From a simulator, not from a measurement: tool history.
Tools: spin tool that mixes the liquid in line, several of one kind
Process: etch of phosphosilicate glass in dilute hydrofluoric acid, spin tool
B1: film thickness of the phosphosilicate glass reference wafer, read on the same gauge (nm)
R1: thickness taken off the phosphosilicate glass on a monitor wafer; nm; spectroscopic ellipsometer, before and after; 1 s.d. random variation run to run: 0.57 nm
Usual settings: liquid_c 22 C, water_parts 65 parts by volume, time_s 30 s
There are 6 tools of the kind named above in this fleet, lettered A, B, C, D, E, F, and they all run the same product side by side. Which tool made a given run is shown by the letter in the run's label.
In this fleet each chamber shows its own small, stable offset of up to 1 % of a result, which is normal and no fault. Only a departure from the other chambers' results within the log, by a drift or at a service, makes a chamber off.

run 1B hour=5.4 | liquid_c=22 water_parts=65 time_s=30 | B1=120 | R1=60.879
run 2F hour=10.5 | liquid_c=22 water_parts=65 time_s=30 | B1=120.01 | R1=61.65
run 3A hour=15.3 | liquid_c=22 water_parts=65 time_s=30 | B1=120 | R1=59.31
run 4C hour=18.7 | liquid_c=22 water_parts=65 time_s=30 | B1=120.03 | R1=60.241
run 5D hour=24.1 | liquid_c=22 water_parts=65 time_s=30 | B1=119.98 | R1=60.42
run 6E hour=26.8 | liquid_c=22 water_parts=65 time_s=30 | B1=119.99 | R1=60.481
run 7B hour=30.3 | liquid_c=22 water_parts=65 time_s=30 | B1=120.02 | R1=60.253
run 8D hour=34.4 | liquid_c=22 water_parts=65 time_s=30 | B1=119.99 | R1=60.636
run 9E hour=37.7 | liquid_c=22 water_parts=65 time_s=30 | B1=119.97 | R1=60.703
run 10C hour=42 | liquid_c=22 water_parts=65 time_s=50 | B1=120 | R1=99.707
run 11F hour=46.2 | liquid_c=22 water_parts=65 time_s=50 | B1=119.99 | R1=100.33
run 12A hour=51.5 | liquid_c=22 water_parts=65 time_s=50 | B1=119.99 | R1=100.37
run 13D hour=56.5 | liquid_c=22 water_parts=65 time_s=50 | B1=120.01 | R1=100.19
run 14F hour=61.5 | liquid_c=22 water_parts=65 time_s=50 | B1=120 | R1=98.844
run 15E hour=66.8 | liquid_c=22 water_parts=65 time_s=50 | B1=120 | R1=101.4
run 16C hour=70.8 | liquid_c=22 water_parts=65 time_s=30 | B1=120.03 | R1=60.971
run 17A hour=74.2 | liquid_c=26 water_parts=65 time_s=45 | B1=119.98 | R1=105.91
run 18B hour=77.7 | liquid_c=26 water_parts=65 time_s=45 | B1=119.98 | R1=107.5
run 19B hour=81.6 | liquid_c=26 water_parts=65 time_s=45 | B1=119.99 | R1=105.87
run 20C hour=84.7 | liquid_c=26 water_parts=65 time_s=45 | B1=120 | R1=106.08
run 21E hour=89.9 | liquid_c=26 water_parts=65 time_s=45 | B1=120.02 | R1=107.31
run 22A hour=94 | liquid_c=26 water_parts=65 time_s=45 | B1=120.02 | R1=104.61
run 23D hour=96.5 | liquid_c=22 water_parts=55 time_s=20 | B1=120.02 | R1=47.946
run 24F hour=99.8 | liquid_c=22 water_parts=55 time_s=20 | B1=120.01 | R1=46.176
run 25B hour=104.2 | liquid_c=22 water_parts=55 time_s=20 | B1=119.99 | R1=48.085
run 26C hour=107.1 | liquid_c=22 water_parts=55 time_s=20 | B1=119.98 | R1=47.739
-- hour=107.4 chamber C: thermometer replaced
run 27A hour=111.9 | liquid_c=22 water_parts=55 time_s=20 | B1=120 | R1=47.945
run 28E hour=117.1 | liquid_c=22 water_parts=55 time_s=20 | B1=120 | R1=47.933
run 29F hour=120.8 | liquid_c=22 water_parts=65 time_s=30 | B1=119.98 | R1=55.199
run 30D hour=126 | liquid_c=22 water_parts=65 time_s=30 | B1=120.02 | R1=60.83
run 31C hour=131.2 | liquid_c=22 water_parts=65 time_s=30 | B1=120 | R1=59.348
run 32B hour=136 | liquid_c=22 water_parts=65 time_s=30 | B1=120 | R1=60.739
run 33D hour=139.7 | liquid_c=22 water_parts=65 time_s=30 | B1=119.98 | R1=60.269
run 34A hour=143.6 | liquid_c=22 water_parts=65 time_s=30 | B1=119.98 | R1=58.78
run 35F hour=149 | liquid_c=26.5 water_parts=65 time_s=30 | B1=120.02 | R1=65.688
run 36E hour=154 | liquid_c=26.5 water_parts=65 time_s=30 | B1=120 | R1=72.237
run 37C hour=157.8 | liquid_c=26.5 water_parts=65 time_s=30 | B1=120.01 | R1=73.348

Read the log: is a single chamber off, either drifting away or since a service, is the gauge that measures every chamber drifting, or is nothing wrong beyond small per-chamber offsets? Name any odd chamber and what most likely caused it.

Little by little, chamber F moves away from the other chambers.
Cause: hydrofluoric acid flow below the setpoint (%) = 11.4.

Below are 4 candidate recipes for chamber F's next run, each the usual settings with a change, their results shown as question marks. Which of them brings F's results back in line with what the other chambers give on the usual settings?
To be in line, a result may differ from the other chambers' mean on the usual settings by at most: R1 2 nm
run 38F-1 hour=161.8 | liquid_c=19 water_parts=65 time_s=30 | R1=?
run 38F-2 hour=161.8 | liquid_c=28 water_parts=65 time_s=30 | R1=?
run 38F-3 hour=161.8 | liquid_c=22 water_parts=80 time_s=30 | R1=?
run 38F-4 hour=161.8 | liquid_c=25 water_parts=65 time_s=30 | R1=?

Average result of the remaining chambers running the usual settings: R1 60.179 nm
run=38F-1 R1=47.483
run=38F-2 R1=68.12
run=38F-3 R1=42.623
run=38F-4 R1=60.565
It is 38F-4 that realigns the chamber with its peers.
